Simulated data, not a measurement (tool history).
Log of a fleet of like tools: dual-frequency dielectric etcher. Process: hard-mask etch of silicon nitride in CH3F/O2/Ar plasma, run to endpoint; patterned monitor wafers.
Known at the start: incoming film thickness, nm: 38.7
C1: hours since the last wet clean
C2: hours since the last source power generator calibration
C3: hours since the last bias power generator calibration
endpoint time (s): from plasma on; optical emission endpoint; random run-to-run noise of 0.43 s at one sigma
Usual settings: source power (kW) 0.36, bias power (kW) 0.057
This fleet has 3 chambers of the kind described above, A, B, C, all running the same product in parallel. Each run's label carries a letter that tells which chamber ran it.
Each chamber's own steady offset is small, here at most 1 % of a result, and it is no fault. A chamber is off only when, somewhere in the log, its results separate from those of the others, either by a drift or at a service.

Run 1B, day 0.583: usual settings; C1 302.1; C2 214.3; C3 1373.1. Result: endpoint time (s) 63.891.
Run 2A, day 1.229: usual settings; C1 194.8; C2 749.3; C3 4284.7. Result: endpoint time (s) 63.253.
At day 1.792: chamber A: bias power generator calibrated.
Run 3C, day 1.825: usual settings; C1 155.5; C2 1322.8; C3 3396.8. Result: endpoint time (s) 62.635.
Run 4C, day 2.421: usual settings; C1 169.8; C2 1337.1; C3 3411.1. Result: endpoint time (s) 62.97.
Run 5A, day 2.9: usual settings; C1 234.9; C2 789.4; C3 26.7. Result: endpoint time (s) 62.601.
Run 6B, day 3.504: usual settings; C1 372.2; C2 284.4; C3 1443.2. Result: endpoint time (s) 63.35.
Run 7B, day 4.067: usual settings; C1 385.7; C2 297.9; C3 1456.7. Result: endpoint time (s) 62.96.
At day 4.325: chamber B: wet clean of the chamber.
Run 8C, day 4.546: usual settings; C1 220.8; C2 1388.1; C3 3462.1. Result: endpoint time (s) 62.694.
Run 9A, day 5.133: usual settings but source power (kW) 0.43; C1 288.5; C2 843; C3 80.3. Result: endpoint time (s) 58.067.
Run 10A, day 5.475: usual settings but source power (kW) 0.43; C1 296.7; C2 851.2; C3 88.5. Result: endpoint time (s) 58.64.
Run 11B, day 5.979: usual settings but source power (kW) 0.43; C1 39.8; C2 343.8; C3 1502.6. Result: endpoint time (s) 58.834.
Run 12C, day 6.471: usual settings; C1 267; C2 1434.3; C3 3508.3. Result: endpoint time (s) 63.553.
Run 13C, day 6.825: usual settings; C1 275.5; C2 1442.8; C3 3516.8. Result: endpoint time (s) 62.968.
Run 14A, day 7.512: usual settings; C1 345.6; C2 900.1; C3 137.4. Result: endpoint time (s) 63.178.
Run 15B, day 8.088: usual settings; C1 90.4; C2 394.4; C3 1553.2. Result: endpoint time (s) 62.888.
Run 16C, day 8.392: usual settings but source power (kW) 0.31, bias power (kW) 0.07; C1 313.1; C2 1480.4; C3 3554.4. Result: endpoint time (s) 62.649.
At day 8.504: chamber C: bias power generator calibrated.
Run 17A, day 8.738: usual settings but source power (kW) 0.31, bias power (kW) 0.07; C1 375; C2 929.5; C3 166.8. Result: endpoint time (s) 61.857.
Run 18B, day 9.042: usual settings but source power (kW) 0.31, bias power (kW) 0.07; C1 113.3; C2 417.3; C3 1576.1. Result: endpoint time (s) 62.805.
Run 19A, day 9.354: usual settings; C1 389.8; C2 944.3; C3 181.6. Result: endpoint time (s) 63.243.
Run 20C, day 9.954: usual settings; C1 350.6; C2 1517.9; C3 34.8. Result: endpoint time (s) 62.941.
Run 21B, day 10.442: usual settings; C1 146.9; C2 450.9; C3 1609.7. Result: endpoint time (s) 62.844.

Does one chamber stand apart from the rest, does the shared gauge drift, or is all well apart from small per-chamber offsets? Give the chamber and the most likely cause, where there is one.

All chambers stay in line apart from their small fixed offsets, and the gauge does not drift.

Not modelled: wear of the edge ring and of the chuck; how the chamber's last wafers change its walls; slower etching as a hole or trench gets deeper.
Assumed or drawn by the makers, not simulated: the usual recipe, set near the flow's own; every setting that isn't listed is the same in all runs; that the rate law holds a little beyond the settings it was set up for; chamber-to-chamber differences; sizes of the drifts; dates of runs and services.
